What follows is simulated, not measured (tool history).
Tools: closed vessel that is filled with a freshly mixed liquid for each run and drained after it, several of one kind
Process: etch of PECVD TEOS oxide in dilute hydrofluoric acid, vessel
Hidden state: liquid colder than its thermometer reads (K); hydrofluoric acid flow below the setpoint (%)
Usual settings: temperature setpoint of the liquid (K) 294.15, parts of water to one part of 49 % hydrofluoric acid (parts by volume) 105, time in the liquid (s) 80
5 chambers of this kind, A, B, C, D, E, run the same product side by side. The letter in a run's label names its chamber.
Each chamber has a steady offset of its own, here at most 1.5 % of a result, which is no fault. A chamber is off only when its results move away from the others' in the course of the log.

run,hour,temperature setpoint of the liquid (K),parts of water to one part of 49 % hydrofluoric acid (parts by volume),time in the liquid (s),hours since the thermometer was replaced,hours since the hydrofluoric acid flow meter was replaced,"read-back film thickness of the PECVD TEOS oxide reference wafer, read on the same gauge (nm)",thickness taken off the PECVD TEOS oxide on a monitor wafer (angstrom)
1E,6.8,294.15,105,80,1626.6,184.2,29.979,72.966
2A,11.8,294.15,105,80,946.4,102.9,29.987,73.22
3C,16.2,294.15,105,80,2287.1,719.9,30.008,72.872
4B,20.3,294.15,105,80,962.5,136.8,30.018,74.323
5D,28,294.15,105,80,333,859.5,30.013,74.416
6A,33.7,294.15,105,80,968.3,124.8,29.999,73.18
7D,42,294.15,105,80,347,873.5,30.011,73.909
8C,50.4,294.15,105,80,2321.3,754.1,29.974,74.422
9E,57.6,294.15,105,80,1677.4,235,30.036,73.815
10B,62.7,294.15,105,80,1004.9,179.2,30.009,73.717
11E,66.7,294.15,105,80,1686.5,244.1,29.982,73.311
12A,72.7,294.15,105,80,1007.3,163.8,29.993,72.304
13C,79.7,294.15,105,80,2350.6,783.4,29.981,74.267
14B,84,294.15,105,80,1026.2,200.5,30.024,73.517
15D,90.3,294.15,105,80,395.3,921.8,30.016,72.896
16C,94.6,294.15,105,80,2365.5,798.3,29.994,73.717
17E,99.7,294.15,105,80,1719.5,277.1,29.996,74.05
18A,104.9,294.15,105,80,1039.5,196,29.977,72.713
19D,109.9,294.15,105,80,414.9,941.4,29.983,75.705
20B,117,294.15,105,80,1059.2,233.5,30.005,74.413
21A,124,294.15,105,80,1058.6,215.1,29.995,71.103
22D,131.6,294.15,105,80,436.6,963.1,30.016,74.382
23B,140.4,294.15,105,80,1082.6,256.9,29.983,73.472
24C,147.8,292.65,105,60,2418.7,851.5,30.015,51.768
25E,156.1,292.65,105,60,1775.9,333.5,30.034,51.423
26C,164.2,292.65,105,60,2435.1,867.9,30.002,51.049
27E,170.1,292.65,105,60,1789.9,347.5,29.996,52.25
28A,176.2,292.65,105,60,1110.8,267.3,30.011,47.939
29B,181.8,294.15,105,80,1124,298.3,30.03,73.697
30D,186.9,294.15,105,80,491.9,1018.4,29.989,75.071
31E,195.1,297.15,105,50,1814.9,372.5,30.008,52.421
32C,203.2,297.15,105,50,2474.1,906.9,29.969,51.943
33A,207.1,297.15,105,50,1141.7,298.2,29.991,47.108
34B,214.5,297.15,105,50,1156.7,331,29.994,52.234
35D,219,297.15,105,50,524,1050.5,29.98,52.301

All 5 chambers run these settings next. Forecast each chamber's results:
36A,225.3,294.15,105,80,,,,?
36B,225.3,294.15,105,80,,,,?
36C,225.3,294.15,105,80,,,,?
36D,225.3,294.15,105,80,,,,?
36E,225.3,294.15,105,80,,,,?

run,thickness taken off the PECVD TEOS oxide on a monitor wafer (angstrom)
36A,66.353
36B,74.109
36C,74.139
36D,75.673
36E,72.72

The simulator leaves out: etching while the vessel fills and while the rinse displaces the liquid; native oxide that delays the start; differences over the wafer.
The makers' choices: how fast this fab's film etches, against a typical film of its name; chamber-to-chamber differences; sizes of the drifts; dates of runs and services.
